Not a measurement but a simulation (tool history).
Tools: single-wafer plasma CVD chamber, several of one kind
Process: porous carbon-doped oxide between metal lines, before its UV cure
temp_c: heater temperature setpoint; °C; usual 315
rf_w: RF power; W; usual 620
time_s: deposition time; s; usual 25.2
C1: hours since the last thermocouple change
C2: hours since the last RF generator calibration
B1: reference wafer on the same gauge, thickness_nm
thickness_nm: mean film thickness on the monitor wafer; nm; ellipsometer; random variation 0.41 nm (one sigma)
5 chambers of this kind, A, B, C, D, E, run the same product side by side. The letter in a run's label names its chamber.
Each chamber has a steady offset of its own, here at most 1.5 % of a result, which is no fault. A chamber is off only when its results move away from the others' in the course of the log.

run 1A hour=12.1 | temp_c=315 rf_w=620 time_s=25.2 | C1=1620.9 C2=345.2 | B1=131 | thickness_nm=145.46
run 2E hour=20.2 | temp_c=315 rf_w=620 time_s=25.2 | C1=727.6 C2=2125.7 | B1=131.03 | thickness_nm=146.66
run 3D hour=26.2 | temp_c=315 rf_w=620 time_s=25.2 | C1=349.6 C2=1022 | B1=130.96 | thickness_nm=145.28
-- hour=30.6 chamber E: RF generator calibrated
run 4C hour=37.3 | temp_c=315 rf_w=620 time_s=25.2 | C1=1231.6 C2=687.2 | B1=131.01 | thickness_nm=146.52
run 5B hour=45.8 | temp_c=315 rf_w=620 time_s=25.2 | C1=768.4 C2=500.1 | B1=130.99 | thickness_nm=145.69
run 6C hour=51.7 | temp_c=315 rf_w=620 time_s=25.2 | C1=1246 C2=701.6 | B1=130.96 | thickness_nm=145.29
run 7A hour=63.7 | temp_c=315 rf_w=620 time_s=25.2 | C1=1672.5 C2=396.8 | B1=131 | thickness_nm=146.48
run 8E hour=73.9 | temp_c=315 rf_w=620 time_s=27.1 | C1=781.3 C2=43.4 | B1=131.09 | thickness_nm=157.43
run 9B hour=82.6 | temp_c=315 rf_w=620 time_s=27.1 | C1=805.2 C2=536.9 | B1=130.95 | thickness_nm=156.04
run 10D hour=90.2 | temp_c=315 rf_w=620 time_s=27.1 | C1=413.6 C2=1086 | B1=131.01 | thickness_nm=155.72
run 11D hour=99.5 | temp_c=315 rf_w=620 time_s=27.1 | C1=422.9 C2=1095.3 | B1=130.96 | thickness_nm=156.36
run 12B hour=110.9 | temp_c=315 rf_w=620 time_s=27.1 | C1=833.5 C2=565.2 | B1=130.96 | thickness_nm=155.81
run 13C hour=121.8 | temp_c=304 rf_w=665 time_s=25.2 | C1=1316.1 C2=771.7 | B1=131.05 | thickness_nm=161.98
run 14A hour=133 | temp_c=304 rf_w=665 time_s=25.2 | C1=1741.8 C2=466.1 | B1=130.91 | thickness_nm=160.86
run 15E hour=143.4 | temp_c=304 rf_w=665 time_s=25.2 | C1=850.8 C2=112.9 | B1=131.02 | thickness_nm=163.72
-- hour=146.8 chamber C: RF generator calibrated
run 16B hour=151.9 | temp_c=304 rf_w=665 time_s=25.2 | C1=874.5 C2=606.2 | B1=131.06 | thickness_nm=161.83
run 17A hour=158.8 | temp_c=304 rf_w=665 time_s=25.2 | C1=1767.6 C2=491.9 | B1=131.05 | thickness_nm=162.39
run 18D hour=170.3 | temp_c=315 rf_w=620 time_s=25.2 | C1=493.7 C2=1166.1 | B1=131.05 | thickness_nm=145.7
run 19C hour=179.3 | temp_c=315 rf_w=620 time_s=25.2 | C1=1373.6 C2=32.6 | B1=130.91 | thickness_nm=145.68
run 20E hour=189.1 | temp_c=315 rf_w=620 time_s=25.2 | C1=896.5 C2=158.6 | B1=130.97 | thickness_nm=146.39
-- hour=194.2 chamber B: thermocouple changed; heater temperature recalibrated
run 21E hour=198.8 | temp_c=315 rf_w=620 time_s=25.2 | C1=906.2 C2=168.3 | B1=131 | thickness_nm=147.44
run 22C hour=205.2 | temp_c=320 rf_w=620 time_s=29.4 | C1=1399.5 C2=58.5 | B1=131.05 | thickness_nm=164.79
run 23D hour=210.8 | temp_c=320 rf_w=620 time_s=29.4 | C1=534.2 C2=1206.6 | B1=131.04 | thickness_nm=165.09
run 24B hour=223.2 | temp_c=320 rf_w=620 time_s=29.4 | C1=29.1 C2=677.5 | B1=130.99 | thickness_nm=165.07
run 25A hour=232.7 | temp_c=320 rf_w=620 time_s=29.4 | C1=1841.5 C2=565.8 | B1=130.99 | thickness_nm=164.01
run 26E hour=239.9 | temp_c=320 rf_w=620 time_s=29.4 | C1=947.3 C2=209.4 | B1=131.03 | thickness_nm=165.95
run 27D hour=248.3 | temp_c=315 rf_w=620 time_s=25.2 | C1=571.7 C2=1244.1 | B1=131.06 | thickness_nm=146.08
run 28B hour=256.2 | temp_c=315 rf_w=620 time_s=25.2 | C1=62.1 C2=710.5 | B1=130.98 | thickness_nm=144.94
run 29C hour=268 | temp_c=315 rf_w=620 time_s=25.2 | C1=1462.3 C2=121.3 | B1=130.98 | thickness_nm=145.88
run 30A hour=274.4 | temp_c=304 rf_w=620 time_s=28.2 | C1=1883.2 C2=607.5 | B1=130.89 | thickness_nm=173.06
run 31E hour=286.1 | temp_c=304 rf_w=620 time_s=28.2 | C1=993.5 C2=255.6 | B1=130.96 | thickness_nm=174.33
run 32B hour=298.1 | temp_c=304 rf_w=620 time_s=28.2 | C1=104 C2=752.4 | B1=131.04 | thickness_nm=172.11
run 33C hour=306.7 | temp_c=304 rf_w=620 time_s=28.2 | C1=1501 C2=160 | B1=130.99 | thickness_nm=172.31
run 34D hour=316.9 | temp_c=304 rf_w=620 time_s=28.2 | C1=640.3 C2=1312.7 | B1=130.95 | thickness_nm=172.19
run 35A hour=325.1 | temp_c=315 rf_w=620 time_s=25.2 | C1=1933.9 C2=658.2 | B1=130.93 | thickness_nm=145.64

Is one chamber off against the others, does the gauge drift, or is nothing wrong? If a chamber is off, say which, and what the likeliest cause is.

No chamber stands off beyond its own small offset, and the gauge holds steady.
